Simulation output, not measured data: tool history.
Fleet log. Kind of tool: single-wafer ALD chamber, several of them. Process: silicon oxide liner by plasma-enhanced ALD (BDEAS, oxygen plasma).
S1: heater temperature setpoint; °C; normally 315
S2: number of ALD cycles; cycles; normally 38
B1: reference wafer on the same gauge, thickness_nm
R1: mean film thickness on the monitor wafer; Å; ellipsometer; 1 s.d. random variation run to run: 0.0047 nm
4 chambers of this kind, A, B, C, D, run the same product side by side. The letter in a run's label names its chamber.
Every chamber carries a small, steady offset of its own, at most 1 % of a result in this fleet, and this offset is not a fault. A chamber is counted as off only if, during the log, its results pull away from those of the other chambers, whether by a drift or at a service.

| run | hour | S1 | S2 | B1 | R1 |
|---|---|---|---|---|---|
| 1A | 14.1 | 315 | 38 | 3.5893 | 34.582 |
| 2B | 26.2 | 315 | 38 | 3.5891 | 34.514 |
| 3C | 37.3 | 315 | 38 | 3.5895 | 34.631 |
|  | 41.9 | chamber C: thermocouple changed; heater temperature recalibrated |
| 4D | 47.5 | 315 | 38 | 3.5879 | 34.448 |
| 5D | 57.4 | 315 | 38 | 3.5868 | 34.444 |
| 6A | 70.2 | 315 | 38 | 3.586 | 34.598 |
| 7C | 77.9 | 301 | 38 | 3.5857 | 35.387 |
| 8B | 90.5 | 301 | 38 | 3.5858 | 35.158 |
| 9A | 106.3 | 301 | 38 | 3.5868 | 35.3 |
| 10D | 122 | 301 | 38 | 3.5852 | 35.026 |
| 11B | 135.7 | 302 | 31 | 3.584 | 28.647 |
| 12C | 149.9 | 302 | 31 | 3.5824 | 28.804 |
| 13C | 159.5 | 302 | 31 | 3.5836 | 28.748 |
| 14D | 168.2 | 302 | 31 | 3.5828 | 28.563 |
| 15B | 180.4 | 315 | 38 | 3.5824 | 34.517 |
| 16A | 191.6 | 315 | 38 | 3.5835 | 34.672 |
| 17D | 202.9 | 315 | 38 | 3.5821 | 34.436 |
| 18A | 216.1 | 315 | 38 | 3.5795 | 34.687 |
| 19C | 226.3 | 315 | 35 | 3.5805 | 31.877 |
| 20B | 233.9 | 315 | 35 | 3.5803 | 31.716 |
| 21D | 246.4 | 315 | 35 | 3.5798 | 31.65 |
| 22A | 255.8 | 315 | 35 | 3.5811 | 31.875 |
| 23B | 263 | 324 | 38 | 3.5773 | 34.057 |
| 24C | 272.8 | 324 | 38 | 3.5786 | 34.082 |
| 25C | 288.4 | 324 | 38 | 3.5772 | 34.047 |
| 26A | 298.9 | 324 | 38 | 3.5772 | 34.15 |
| 27D | 311.5 | 315 | 38 | 3.5774 | 34.298 |
| 28B | 326.4 | 315 | 38 | 3.5761 | 34.521 |
| 29D | 338.2 | 315 | 41 | 3.5763 | 37.028 |
| 30A | 345.6 | 315 | 41 | 3.5754 | 37.297 |
| 31B | 356.6 | 315 | 41 | 3.5754 | 37.129 |
| 32C | 366.2 | 315 | 41 | 3.5738 | 37.295 |
| 33D | 374.5 | 315 | 38 | 3.574 | 34.262 |
| 34A | 389 | 315 | 38 | 3.573 | 34.498 |
| 35C | 400.3 | 315 | 38 | 3.5729 | 34.533 |
| 36B | 415.9 | 315 | 38 | 3.5734 | 34.345 |
| 37C | 428.5 | 315 | 38 | 3.5733 | 34.52 |
| 38A | 444.1 | 315 | 38 | 3.5716 | 34.573 |
| 39B | 451.5 | 315 | 38 | 3.5693 | 34.406 |
| 40D | 466.7 | 315 | 38 | 3.5697 | 34.274 |

All chambers now run identical settings, listed one chamber a line with results as question marks. What results will each chamber show?
| 41A | 478.1 | 323 | 38 |  | ? |
| 41B | 478.1 | 323 | 38 |  | ? |
| 41C | 478.1 | 323 | 38 |  | ? |
| 41D | 478.1 | 323 | 38 |  | ? |

| run | R1 |
|---|---|
| 41A | 34.106 |
| 41B | 33.882 |
| 41C | 34.049 |
| 41D | 33.948 |

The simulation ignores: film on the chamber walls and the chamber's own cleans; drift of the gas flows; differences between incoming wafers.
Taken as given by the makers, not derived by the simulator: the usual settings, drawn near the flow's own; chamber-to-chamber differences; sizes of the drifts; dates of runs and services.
